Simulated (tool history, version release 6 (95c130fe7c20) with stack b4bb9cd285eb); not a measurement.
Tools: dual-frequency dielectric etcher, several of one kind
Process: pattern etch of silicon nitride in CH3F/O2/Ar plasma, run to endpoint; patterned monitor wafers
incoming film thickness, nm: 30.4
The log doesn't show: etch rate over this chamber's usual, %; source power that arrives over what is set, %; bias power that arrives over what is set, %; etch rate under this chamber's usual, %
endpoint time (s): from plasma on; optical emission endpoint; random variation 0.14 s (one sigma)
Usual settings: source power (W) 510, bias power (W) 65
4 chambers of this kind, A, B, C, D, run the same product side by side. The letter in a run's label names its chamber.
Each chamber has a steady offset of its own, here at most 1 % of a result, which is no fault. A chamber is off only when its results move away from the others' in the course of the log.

run   hour  source power (W)  bias power (W)  hours since the last wet clean  hours since the last source power generator calibration  hours since the last bias power generator calibration  endpoint time (s)
 1A   15.1               510              65                           184.5                                                   1341.7                                                 2778.1             41.341
 2B   24.7               510              65                           390.4                                                   2495.4                                                 2233.9             41.521
 3C   35.7               510              65                           184.0                                                    570.7                                                 1589.1             41.388
 4D   52.1               510              65                           385.3                                                   1217.6                                                 1031.9             41.827
 5C   61.8               610              75                           210.1                                                    596.8                                                 1615.2             37.167
 6B   72.8               610              75                           438.5                                                   2543.5                                                 2282.0             37.102
      80.0  -- chamber D: wet clean of the chamber
 7D   80.6               610              75                             0.6                                                   1246.1                                                 1060.4             37.019
 8A   88.8               610              75                           258.2                                                   1415.4                                                 2851.8             36.937
 9D   98.3               510              65                            18.3                                                   1263.8                                                 1078.1             41.725
10A  111.1               510              65                           280.5                                                   1437.7                                                 2874.1             41.107
11C  123.6               510              65                           271.9                                                    658.6                                                 1677.0             41.947
     134.1  -- chamber C: bias power generator calibrated
12B  139.8               510              65                           505.5                                                   2610.5                                                 2349.0             41.652
13D  153.4               510              65                            73.4                                                   1318.9                                                 1133.2             41.410
14B  167.6               510              65                           533.3                                                   2638.3                                                 2376.8             41.643
15C  176.7               510              65                           325.0                                                    711.7                                                   42.6             41.621
16A  184.7               510              65                           354.1                                                   1511.3                                                 2947.7             41.161
17D  193.1               510              65                           113.1                                                   1358.6                                                 1172.9             41.644
18C  201.1               510              65                           349.4                                                    736.1                                                   67.0             41.876
19B  209.9               510              65                           575.6                                                   2680.6                                                 2419.1             41.829
20A  217.2               510              65                           386.6                                                   1543.8                                                 2980.2             41.339
21C  226.8               510              65                           375.1                                                    761.8                                                   92.7             41.681
22A  234.8               380              72                           404.2                                                   1561.4                                                 2997.8             44.888
23B  242.1               380              72                           607.8                                                   2712.8                                                 2451.3             45.709
24D  257.4               380              72                           177.4                                                   1422.9                                                 1237.2             44.809
25A  270.8               380              72                           440.2                                                   1597.4                                                 3033.8             44.431
     278.7  -- chamber C: wet clean of the chamber
26C  287.4               510              65                             8.7                                                    822.4                                                  153.3             41.731
27D  303.9               510              65                           223.9                                                   1469.4                                                 1283.7             41.855
28B  316.6               510              65                           682.3                                                   2787.3                                                 2525.8             42.495
29B  326.0               510              65                           691.7                                                   2796.7                                                 2535.2             42.518
30A  337.4               510              65                           506.8                                                   1664.0                                                 3100.4             41.416
31C  353.1               510              65                            74.4                                                    888.1                                                  219.0             41.702
32D  362.8               510              65                           282.8                                                   1528.3                                                 1342.6             41.608
33B  372.8               510              65                           738.5                                                   2843.5                                                 2582.0             42.665
34D  386.2               510              65                           306.2                                                   1551.7                                                 1366.0             41.407
     390.6  -- chamber A: wet clean of the chamber
35A  398.2               510              65                             7.7                                                   1724.8                                                 3161.2             41.654
36C  412.8               510              65                           134.1                                                    947.8                                                  278.7             41.509
37D  420.1               510              65                           340.1                                                   1585.6                                                 1399.9             41.696
38A  431.9               510              65                            41.4                                                   1758.5                                                 3194.9             41.563
     446.1  -- chamber D: wet clean of the chamber
39C  447.5               510              65                           168.8                                                    982.5                                                  313.4             41.550
40B  455.5               510              65                           821.2                                                   2926.2                                                 2664.7             43.292
41C  465.8               510              65                           187.1                                                   1000.8                                                  331.7             41.833
42D  480.0               410              65                            33.9                                                   1645.5                                                 1459.8             45.270

Next, every chamber runs the same settings. What will each give?
43A  491.9               510              78                                                                                                                                                                  ?
43B  491.9               510              78                                                                                                                                                                  ?
43C  491.9               510              78                                                                                                                                                                  ?
43D  491.9               510              78                                                                                                                                                                  ?

run  endpoint time (s)
43A             38.693
43B             40.791
43C             39.242
43D             39.443

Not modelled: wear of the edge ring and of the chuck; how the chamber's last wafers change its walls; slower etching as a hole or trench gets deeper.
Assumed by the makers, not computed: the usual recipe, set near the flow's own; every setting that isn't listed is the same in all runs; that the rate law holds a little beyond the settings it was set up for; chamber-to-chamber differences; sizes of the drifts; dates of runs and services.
